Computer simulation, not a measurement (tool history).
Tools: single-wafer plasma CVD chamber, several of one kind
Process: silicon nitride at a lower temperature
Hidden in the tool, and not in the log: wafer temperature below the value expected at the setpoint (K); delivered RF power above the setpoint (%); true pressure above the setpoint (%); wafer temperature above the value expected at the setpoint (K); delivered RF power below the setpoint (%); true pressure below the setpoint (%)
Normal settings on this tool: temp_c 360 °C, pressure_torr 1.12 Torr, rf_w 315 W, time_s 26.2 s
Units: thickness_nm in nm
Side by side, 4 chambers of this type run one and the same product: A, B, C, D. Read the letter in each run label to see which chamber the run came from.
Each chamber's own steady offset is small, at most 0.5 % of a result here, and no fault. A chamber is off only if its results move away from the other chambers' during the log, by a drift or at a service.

run   hour  temp_c  pressure_torr  rf_w  time_s  hours since the last thermocouple change  hours since the last RF generator calibration  hours since the last manometer calibration  read-back reference wafer on the same gauge, thickness_nm  thickness_nm
 1A     13     360           1.12   315    26.2                                     785.3                                            286                                       659.1                                                     31.922        28.477
 2B   20.7     360           1.12   315    26.2                                    2575.5                                           69.4                                       840.7                                                     31.925        28.852
 3C   26.9     360           1.12   315    26.2                                    2495.9                                            966                                      1049.6                                                     31.897        28.556
 4D   33.1     360           1.12   315    26.2                                     743.4                                         1549.5                                       229.4                                                      31.91        28.687
      43.3  -- chamber C: thermocouple changed; heater temperature recalibrated
 5B   46.7     360           1.01   315    26.2                                    2601.5                                           95.4                                       866.7                                                     31.918         27.73
 6D   54.3     360           1.01   315    26.2                                     764.6                                         1570.7                                       250.6                                                     31.892        27.602
 7A   61.5     360           1.01   315    26.2                                     833.8                                          334.5                                       707.6                                                     31.929        27.635
 8C     69     360           1.01   315    26.2                                      25.8                                         1008.1                                      1091.7                                                     31.917        27.747
 9A   80.4     360           1.12   315    26.2                                     852.7                                          353.4                                       726.5                                                     31.879        28.412
10D   88.8     360           1.12   315    26.2                                     799.1                                         1605.2                                       285.1                                                     31.875        28.368
11C   97.2     368           1.12   315    31.2                                        54                                         1036.3                                      1119.9                                                     31.912        34.049
12B  106.9     368           1.12   315    31.2                                    2661.7                                          155.6                                       926.9                                                     31.911        34.334
13C  113.2     368           1.12   315    31.2                                        70                                         1052.3                                      1135.9                                                       31.9        33.873
14B    120     368           1.12   315    31.2                                    2674.8                                          168.7                                         940                                                     31.876        33.985
15A    133     367           1.26   315    26.2                                     905.3                                            406                                       779.1                                                     31.886        29.638
16D    141     367           1.26   315    26.2                                     851.3                                         1657.4                                       337.3                                                     31.929        29.414
17A  152.1     367           1.26   315    26.2                                     924.4                                          425.1                                       798.2                                                     31.861        29.461
18B  162.9     367           1.26   315    26.2                                    2717.7                                          211.6                                       982.9                                                     31.867        29.473
19C    176     360           1.12   315    26.2                                     132.8                                         1115.1                                      1198.7                                                     31.917        28.673
20D    184     360           1.12   255    26.2                                     894.3                                         1700.4                                       380.3                                                     31.919        24.781
21A  196.8     360           1.12   255    26.2                                     969.1                                          469.8                                       842.9                                                     31.844        24.691
22B  208.4     360           1.12   255    26.2                                    2763.2                                          257.1                                      1028.4                                                     31.879        24.803
23D  220.1     360           1.12   255    26.2                                     930.4                                         1736.5                                       416.4                                                     31.883        24.713
24C  227.9     360           1.12   315    26.2                                     184.7                                           1167                                      1250.6                                                     31.909        28.776
25D  234.3     360           1.12   315    26.2                                     944.6                                         1750.7                                       430.6                                                     31.895        28.666
26B  240.8     360           1.12   315    26.2                                    2795.6                                          289.5                                      1060.8                                                     31.911        28.927
27A  251.6     360           1.12   315    26.2                                    1023.9                                          524.6                                       897.7                                                     31.912        28.385
28C  262.8     360           1.12   315    26.2                                     219.6                                         1201.9                                      1285.5                                                     31.931        28.625
       263  -- chamber A: capacitance manometer re-zeroed and calibrated
29A  274.6     360           1.12   315    26.2                                    1046.9                                          547.6                                        11.6                                                     31.875        28.301

Has any chamber moved away from the others, gradually or after a service, or does the common gauge drift, or do the chambers differ only by their own small steady offsets? State the chamber and the most likely cause if one applies.

No chamber is off and the gauge is stable; the differences are just each chamber's small, constant offset.
